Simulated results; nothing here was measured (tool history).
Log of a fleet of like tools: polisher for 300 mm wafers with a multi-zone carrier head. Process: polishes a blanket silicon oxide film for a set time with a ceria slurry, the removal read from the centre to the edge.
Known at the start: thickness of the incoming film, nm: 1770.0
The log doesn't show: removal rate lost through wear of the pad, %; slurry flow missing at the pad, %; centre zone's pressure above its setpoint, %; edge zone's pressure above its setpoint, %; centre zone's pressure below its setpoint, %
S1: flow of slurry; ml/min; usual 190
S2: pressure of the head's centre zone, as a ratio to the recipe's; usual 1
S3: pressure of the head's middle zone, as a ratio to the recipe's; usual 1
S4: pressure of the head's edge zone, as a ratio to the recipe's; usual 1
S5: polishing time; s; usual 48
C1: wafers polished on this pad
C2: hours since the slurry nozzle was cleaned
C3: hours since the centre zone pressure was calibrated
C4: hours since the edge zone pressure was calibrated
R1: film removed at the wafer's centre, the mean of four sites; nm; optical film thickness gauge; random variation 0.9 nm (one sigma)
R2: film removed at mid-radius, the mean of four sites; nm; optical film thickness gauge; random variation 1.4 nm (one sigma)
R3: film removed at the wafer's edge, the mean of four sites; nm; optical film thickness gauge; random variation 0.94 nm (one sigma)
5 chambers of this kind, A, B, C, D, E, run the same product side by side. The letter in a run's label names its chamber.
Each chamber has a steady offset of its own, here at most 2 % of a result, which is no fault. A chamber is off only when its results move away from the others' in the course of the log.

| run | hour | S1 | S2 | S3 | S4 | S5 | C1 | C2 | C3 | C4 | R1 | R2 | R3 |
|---|---|---|---|---|---|---|---|---|---|---|---|---|---|
|  | 4.7 | chamber E: worn pad replaced by a new one |
|  | 7.4 | chamber B: slurry nozzle cleaned |
| 1C | 10.4 | 190 | 1 | 1 | 1 | 48 | 818 | 413.5 | 313.9 | 547 | 109.44 | 112.88 | 110.68 |
|  | 11.3 | chamber A: worn pad replaced by a new one |
| 2B | 18 | 190 | 1 | 1 | 1 | 48 | 421 | 10.7 | 1035.8 | 63.9 | 111.15 | 110.27 | 109.65 |
| 3A | 23.9 | 190 | 1 | 1 | 1 | 48 | 161 | 731.2 | 887.8 | 32 | 111.13 | 109.59 | 110.36 |
| 4D | 30.9 | 190 | 1 | 1 | 1 | 48 | 527 | 189.1 | 646.6 | 481.8 | 111.67 | 111.1 | 110.09 |
|  | 37 | chamber C: worn pad replaced by a new one |
| 5E | 41.6 | 190 | 1 | 1 | 1 | 48 | 472 | 91.7 | 167.9 | 123 | 114.92 | 111.7 | 112.13 |
| 6D | 49.4 | 215 | 1 | 1 | 1 | 36 | 763 | 207.6 | 665.1 | 500.3 | 85.703 | 84.97 | 85.16 |
| 7E | 55.5 | 215 | 1 | 1 | 1 | 36 | 650 | 105.6 | 181.8 | 136.9 | 85.539 | 85.826 | 85.564 |
|  | 57 | chamber E: worn pad replaced by a new one |
| 8B | 62.2 | 215 | 1 | 1 | 1 | 36 | 986 | 54.9 | 1080 | 108.1 | 85.484 | 84.569 | 83.209 |
|  | 65.2 | chamber A: worn pad replaced by a new one |
|  | 68.5 | chamber D: worn pad replaced by a new one |
| 9A | 68.7 | 215 | 1 | 1 | 1 | 36 | 45 | 776 | 932.6 | 76.8 | 84.58 | 84.348 | 83.76 |
| 10C | 76.3 | 215 | 1 | 1 | 1 | 36 | 502 | 479.4 | 379.8 | 612.9 | 83.12 | 83.855 | 84.713 |
| 11B | 83.5 | 190 | 1 | 1 | 1 | 48 | 1259 | 76.2 | 1101.3 | 129.4 | 110.16 | 112.78 | 109.91 |
|  | 84 | chamber A: slurry nozzle cleaned |
| 12E | 93.4 | 190 | 1 | 1 | 1 | 48 | 466 | 143.5 | 219.7 | 174.8 | 113.34 | 111.64 | 114.26 |
| 13C | 101.7 | 240 | 1 | 1 | 1 | 48 | 827 | 504.8 | 405.2 | 638.3 | 113.79 | 116.44 | 116.68 |
| 14D | 107.5 | 240 | 1 | 1 | 1 | 48 | 499 | 265.7 | 723.2 | 558.4 | 116.11 | 113.21 | 113.19 |
| 15A | 112.2 | 240 | 1 | 1 | 1 | 48 | 602 | 28.3 | 976.1 | 120.3 | 115.14 | 115.45 | 112.44 |
|  | 114.8 | chamber E: worn pad replaced by a new one |
|  | 119.1 | chamber C: worn pad replaced by a new one |
| 16D | 119.6 | 240 | 1 | 1 | 1 | 48 | 654 | 277.8 | 735.3 | 570.5 | 113.24 | 115.16 | 113.19 |
|  | 120 | chamber A: worn pad replaced by a new one |
|  | 123.2 | chamber D: slurry nozzle cleaned |
|  | 125.5 | chamber A: centre zone pressure recalibrated |
| 17E | 129.8 | 240 | 1 | 1 | 1 | 48 | 192 | 179.9 | 256.1 | 211.2 | 116.92 | 116.73 | 116.2 |
| 18B | 135.3 | 190 | 1 | 1 | 1 | 48 | 1921 | 128 | 1153.1 | 181.2 | 109.26 | 108.59 | 109.41 |
|  | 138.1 | chamber D: worn pad replaced by a new one |
| 19A | 141.1 | 190 | 1 | 1 | 1 | 48 | 269 | 57.2 | 15.7 | 149.2 | 111.12 | 110.61 | 111.59 |
| 20C | 150.3 | 190 | 1 | 1 | 1 | 48 | 399 | 553.4 | 453.8 | 686.9 | 109.57 | 111.86 | 111.53 |
| 21E | 160.1 | 190 | 1.11 | 1 | 1 | 41 | 579 | 210.2 | 286.4 | 241.5 | 108.92 | 94.67 | 95.212 |
| 22D | 167.1 | 190 | 1.11 | 1 | 1 | 41 | 371 | 43.9 | 782.8 | 618 | 104.06 | 96.165 | 94.525 |
| 23B | 173 | 190 | 1.11 | 1 | 1 | 41 | 2403 | 165.7 | 1190.8 | 218.9 | 102.76 | 91.902 | 91.117 |
|  | 173.5 | chamber E: worn pad replaced by a new one |
|  | 174.6 | chamber A: worn pad replaced by a new one |
| 24A | 180.9 | 190 | 1.11 | 1 | 1 | 41 | 81 | 97 | 55.5 | 189 | 105.93 | 92.304 | 94.635 |
| 25C | 190.3 | 190 | 1.11 | 1 | 1 | 41 | 910 | 593.4 | 493.8 | 726.9 | 105.34 | 94.113 | 95.456 |
|  | 198.1 | chamber E: slurry nozzle cleaned |
| 26A | 198.4 | 190 | 1 | 1 | 1 | 48 | 305 | 114.5 | 73 | 206.5 | 110.79 | 110.77 | 111.44 |
| 27E | 203.5 | 190 | 1 | 1 | 1 | 48 | 384 | 5.5 | 329.8 | 284.9 | 113.63 | 112.67 | 109.79 |
|  | 203.7 | chamber D: worn pad replaced by a new one |
|  | 204.7 | chamber C: slurry nozzle cleaned |
|  | 206.3 | chamber C: worn pad replaced by a new one |
| 28C | 214.2 | 190 | 1 | 1 | 1 | 48 | 101 | 9.6 | 517.7 | 750.8 | 110.37 | 111.53 | 111.09 |
|  | 220.9 | chamber E: worn pad replaced by a new one |
| 29B | 223.2 | 190 | 1 | 1 | 1 | 48 | 3045 | 215.9 | 1241 | 269.1 | 105.78 | 105.97 | 106.12 |
|  | 230.6 | chamber A: worn pad replaced by a new one |
| 30D | 230.9 | 160 | 1.1 | 1 | 1 | 48 | 348 | 107.7 | 846.6 | 681.8 | 118.16 | 106.94 | 107.68 |
| 31B | 237.8 | 160 | 1.1 | 1 | 1 | 48 | 3232 | 230.5 | 1255.6 | 283.7 | 114.69 | 105.4 | 102.52 |
| 32E | 246.4 | 160 | 1.1 | 1 | 1 | 48 | 326 | 48.4 | 372.7 | 327.8 | 122.15 | 110.35 | 110.47 |
| 33D | 253.8 | 160 | 1.1 | 1 | 1 | 48 | 641 | 130.6 | 869.5 | 704.7 | 119.36 | 107.78 | 108.61 |
| 34A | 264.5 | 160 | 1.1 | 1 | 1 | 48 | 434 | 180.6 | 139.1 | 272.6 | 118.74 | 106.78 | 107.97 |

Next, every chamber runs the same settings. What will each give?
| 35A | 272.2 | 190 | 1 | 1 | 1 | 48 |  |  |  |  | ? | ? | ? |
| 35B | 272.2 | 190 | 1 | 1 | 1 | 48 |  |  |  |  | ? | ? | ? |
| 35C | 272.2 | 190 | 1 | 1 | 1 | 48 |  |  |  |  | ? | ? | ? |
| 35D | 272.2 | 190 | 1 | 1 | 1 | 48 |  |  |  |  | ? | ? | ? |
| 35E | 272.2 | 190 | 1 | 1 | 1 | 48 |  |  |  |  | ? | ? | ? |

| run | R1 | R2 | R3 |
|---|---|---|---|
| 35A | 111.6 | 110.19 | 111.17 |
| 35B | 106.14 | 106.06 | 104.82 |
| 35C | 108.9 | 110.91 | 110.42 |
| 35D | 110.69 | 111.48 | 111.07 |
| 35E | 114.31 | 112.94 | 112.69 |
